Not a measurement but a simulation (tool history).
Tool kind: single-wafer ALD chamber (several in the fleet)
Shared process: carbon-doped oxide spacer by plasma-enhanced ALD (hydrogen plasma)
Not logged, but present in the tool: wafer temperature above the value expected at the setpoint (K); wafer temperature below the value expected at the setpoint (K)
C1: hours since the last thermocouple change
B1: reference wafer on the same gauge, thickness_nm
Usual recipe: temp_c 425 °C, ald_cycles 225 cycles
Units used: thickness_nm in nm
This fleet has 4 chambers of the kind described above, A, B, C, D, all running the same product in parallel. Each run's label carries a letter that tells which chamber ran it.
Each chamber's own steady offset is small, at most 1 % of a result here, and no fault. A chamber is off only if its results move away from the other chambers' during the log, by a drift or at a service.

run 1A hour=5.9 | temp_c=425 ald_cycles=225 | C1=715.4 | B1=12.103 | thickness_nm=10.3120
run 2C hour=11.7 | temp_c=425 ald_cycles=225 | C1=1189.8 | B1=12.102 | thickness_nm=10.3620
run 3B hour=16.9 | temp_c=425 ald_cycles=225 | C1=23.9 | B1=12.103 | thickness_nm=10.4380
run 4D hour=23.2 | temp_c=425 ald_cycles=225 | C1=269.4 | B1=12.110 | thickness_nm=10.4370
run 5B hour=28.5 | temp_c=425 ald_cycles=225 | C1=35.5 | B1=12.109 | thickness_nm=10.4430
run 6A hour=34.1 | temp_c=425 ald_cycles=252 | C1=743.6 | B1=12.114 | thickness_nm=11.5540
run 7C hour=40.3 | temp_c=425 ald_cycles=252 | C1=1218.4 | B1=12.113 | thickness_nm=11.6410
run 8D hour=49.1 | temp_c=425 ald_cycles=252 | C1=295.3 | B1=12.116 | thickness_nm=11.7250
run 9A hour=56.6 | temp_c=425 ald_cycles=252 | C1=766.1 | B1=12.116 | thickness_nm=11.5980
run 10D hour=61.2 | temp_c=425 ald_cycles=225 | C1=307.4 | B1=12.120 | thickness_nm=10.4640
run 11C hour=67.5 | temp_c=425 ald_cycles=225 | C1=1245.6 | B1=12.123 | thickness_nm=10.4200
run 12B hour=72.6 | temp_c=425 ald_cycles=225 | C1=79.6 | B1=12.128 | thickness_nm=10.4540
run 13C hour=76.8 | temp_c=425 ald_cycles=225 | C1=1254.9 | B1=12.124 | thickness_nm=10.3940
run 14D hour=85.0 | temp_c=425 ald_cycles=199 | C1=331.2 | B1=12.131 | thickness_nm=9.2694
run 15B hour=91.7 | temp_c=425 ald_cycles=199 | C1=98.7 | B1=12.133 | thickness_nm=9.2578
run 16A hour=100.5 | temp_c=425 ald_cycles=199 | C1=810.0 | B1=12.132 | thickness_nm=9.1657
run 17B hour=105.3 | temp_c=425 ald_cycles=199 | C1=112.3 | B1=12.136 | thickness_nm=9.2594
run 18A hour=112.0 | temp_c=425 ald_cycles=225 | C1=821.5 | B1=12.137 | thickness_nm=10.3510
run 19D hour=120.8 | temp_c=425 ald_cycles=225 | C1=367.0 | B1=12.139 | thickness_nm=10.5040
run 20C hour=125.7 | temp_c=425 ald_cycles=225 | C1=1303.8 | B1=12.138 | thickness_nm=10.4360
run 21D hour=133.8 | temp_c=439 ald_cycles=205 | C1=380.0 | B1=12.144 | thickness_nm=9.1134
run 22C hour=139.0 | temp_c=439 ald_cycles=205 | C1=1317.1 | B1=12.144 | thickness_nm=9.0835
run 23A hour=147.8 | temp_c=439 ald_cycles=205 | C1=857.3 | B1=12.146 | thickness_nm=9.0245
run 24B hour=155.7 | temp_c=439 ald_cycles=205 | C1=162.7 | B1=12.148 | thickness_nm=9.1059
run 25D hour=159.9 | temp_c=425 ald_cycles=225 | C1=406.1 | B1=12.151 | thickness_nm=10.5040
run 26C hour=168.5 | temp_c=425 ald_cycles=225 | C1=1346.6 | B1=12.156 | thickness_nm=10.4080

What goes on in this fleet: one chamber off, a drifting gauge, or nothing beyond the chambers' own small offsets? Name the chamber and the cause, if any.

It is the gauge, not a chamber: its drift shows up in every chamber's results at once, and no chamber is off.
Most likely cause: gauge reads high (%) = 0.463.

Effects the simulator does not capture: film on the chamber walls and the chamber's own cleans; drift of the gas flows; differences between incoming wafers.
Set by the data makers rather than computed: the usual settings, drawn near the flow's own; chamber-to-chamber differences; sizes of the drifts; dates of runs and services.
